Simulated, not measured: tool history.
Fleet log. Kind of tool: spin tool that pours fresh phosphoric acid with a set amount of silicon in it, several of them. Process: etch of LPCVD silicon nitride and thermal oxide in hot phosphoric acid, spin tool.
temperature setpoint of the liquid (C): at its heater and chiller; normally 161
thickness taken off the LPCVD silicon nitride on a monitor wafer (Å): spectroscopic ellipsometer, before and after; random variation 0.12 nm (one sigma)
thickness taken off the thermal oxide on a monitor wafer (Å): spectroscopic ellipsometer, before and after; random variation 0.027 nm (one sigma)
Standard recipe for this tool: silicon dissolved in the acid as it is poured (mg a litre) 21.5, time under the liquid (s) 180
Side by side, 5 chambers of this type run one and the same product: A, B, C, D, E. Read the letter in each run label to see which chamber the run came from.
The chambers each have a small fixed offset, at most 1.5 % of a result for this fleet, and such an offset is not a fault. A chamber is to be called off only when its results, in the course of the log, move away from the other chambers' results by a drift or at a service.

run	hour	temperature setpoint of the liquid (C)	silicon dissolved in the acid as it is poured (mg a litre)	time under the liquid (s)	read-back film thickness of the LPCVD silicon nitride reference wafer, read on the same gauge (nm)	read-back film thickness of the thermal oxide reference wafer, read on the same gauge (nm)	thickness taken off the LPCVD silicon nitride on a monitor wafer (Å)	thickness taken off the thermal oxide on a monitor wafer (Å)
1D	5.9	161	21.5	180	69.948	40.013	151.07	3.6495
2B	9.1	161	21.5	180	70.013	40.002	154.61	3.2166
3E	13.6	161	21.5	180	69.973	39.991	155.95	3.6154
4A	17.2	161	21.5	180	70.013	40.011	153.17	3.3446
5C	21.8	161	21.5	180	70.01	39.968	155.03	2.968
6A	27.6	161	21.5	180	69.998	39.973	152.72	3.0406
7E	32.2	161	21.5	180	70.015	39.971	155.9	2.9913
# hour 32.4: chamber B: dissolved silicon flow meter replaced
8D	36	161	8	180	69.982	40.021	151.35	4.8321
9C	40.3	161	8	180	70.005	40.012	154.76	4.9592
10B	45.9	161	8	180	70.016	40.018	152.61	4.5657
11D	50.7	161	8	180	69.997	40.018	154.79	5.4953
12A	55.8	161	8	180	70.022	40.012	153.91	4.8396
13B	60.5	161	21.5	180	70.041	40.016	152.66	3.9057
14E	65.5	161	21.5	180	69.972	40.047	153.44	3.4783
15C	68.7	161	21.5	180	69.992	40.017	154.65	2.9228
16E	72	161	21.5	180	69.966	40.046	153.77	3.0468
17B	77.6	161	21.5	180	69.97	40.019	153.71	2.8885
18A	83.6	161	21.5	180	70.022	40.004	151.23	3.4771
19D	89.5	161	21.5	180	69.994	40.006	155.33	2.9173
20C	93.4	161	21.5	180	69.994	39.993	154.94	3.9637
21A	99.1	161	21.5	180	69.97	39.974	153.8	3.3664
22D	102.2	161	21.5	180	70.044	40.002	151.43	3.0054
# hour 103.4: chamber C: heated supply line repaired
23C	108.6	161	21.5	180	69.983	40.009	153.63	2.97
24B	114.3	161	21.5	180	70.012	40.023	153.96	3.7031
25E	118	161	21.5	180	70.02	40.01	153.04	2.674
26D	121.3	161	35.5	245	69.962	39.998	208.27	2.4529
27C	127	161	35.5	245	70.036	40.014	209.85	2.6777
28B	129.8	161	35.5	245	69.969	40.039	211.16	2.4669
29A	136.2	161	35.5	245	69.964	40.006	209.49	2.7599
30E	142.5	161	35.5	245	69.946	40.02	211.88	2.7107
31B	147.9	161	21.5	180	69.936	40.014	152.99	3.2099
32D	152.5	161	21.5	180	69.945	40.016	153.25	3.1215
33E	157.9	161	21.5	180	70	39.989	152.77	3.3926

Has any chamber moved away from the others, gradually or after a service, or does the common gauge drift, or do the chambers differ only by their own small steady offsets? State the chamber and the most likely cause if one applies.

No chamber stands off beyond its own small offset, and the gauge holds steady.
